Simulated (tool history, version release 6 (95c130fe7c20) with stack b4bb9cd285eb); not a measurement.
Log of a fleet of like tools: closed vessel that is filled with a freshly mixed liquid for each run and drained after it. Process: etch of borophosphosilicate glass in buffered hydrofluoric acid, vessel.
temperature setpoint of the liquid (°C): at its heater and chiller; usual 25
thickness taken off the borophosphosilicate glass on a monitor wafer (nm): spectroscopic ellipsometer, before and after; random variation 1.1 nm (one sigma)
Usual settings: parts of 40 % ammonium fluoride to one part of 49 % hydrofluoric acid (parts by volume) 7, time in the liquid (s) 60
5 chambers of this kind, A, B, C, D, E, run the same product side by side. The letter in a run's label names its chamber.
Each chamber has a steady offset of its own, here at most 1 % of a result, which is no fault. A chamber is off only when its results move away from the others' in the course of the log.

run	day	temperature setpoint of the liquid (°C)	parts of 40 % ammonium fluoride to one part of 49 % hydrofluoric acid (parts by volume)	time in the liquid (s)	read-back film thickness of the borophosphosilicate glass reference wafer, read on the same gauge (nm)	thickness taken off the borophosphosilicate glass on a monitor wafer (nm)
1E	0.329	25	7	60	30.035	159.4
2C	0.675	25	7	60	29.993	157.23
3D	0.871	25	7	60	30.007	157.34
4A	1.146	25	7	60	30.007	158.08
5B	1.379	25	7	60	29.961	157.07
6E	1.612	25	7	95	30.011	245.07
7A	1.775	25	7	95	29.987	250.22
8D	2.112	25	7	95	30.005	248.66
9C	2.367	25	7	95	30.018	250.76
10B	2.558	25	7	95	30.002	249.63
11E	2.783	25	7	60	29.996	154.48
12D	3.083	25	7	60	29.986	158.04
13A	3.433	25	7	40	30.026	106.08
14C	3.783	25	7	40	29.995	105.99
15B	4.012	25	7	40	29.996	104.05
16E	4.292	25	7	40	29.977	105.36
17D	4.558	25	7	40	29.977	104.96
18B	4.779	25	7	60	30.043	157.46
19A	5.004	25	7	60	30.006	157.41
20C	5.233	25	7	60	30.002	159.71
21A	5.433	25	5	75	30.027	264.87
22D	5.712	25	5	75	29.997	264.25
23C	5.979	25	5	75	29.963	265.95
24E	6.333	25	5	75	29.986	265.02
25B	6.658	25	5	75	29.992	268.81
26B	6.846	25	7	60	30.04	159.13
27C	7.212	25	7	60	29.989	157.51
28E	7.533	25	7	60	30.003	155.4
29A	7.8	25	7	60	30.005	158.45
30D	8.112	25	7	60	30.026	156.33

All 5 chambers run these settings next. Forecast each chamber's results:
31A	8.383	29	7	60		?
31B	8.383	29	7	60		?
31C	8.383	29	7	60		?
31D	8.383	29	7	60		?
31E	8.383	29	7	60		?

run	thickness taken off the borophosphosilicate glass on a monitor wafer (nm)
31A	194.37
31B	196.4
31C	198.85
31D	194.49
31E	194.14
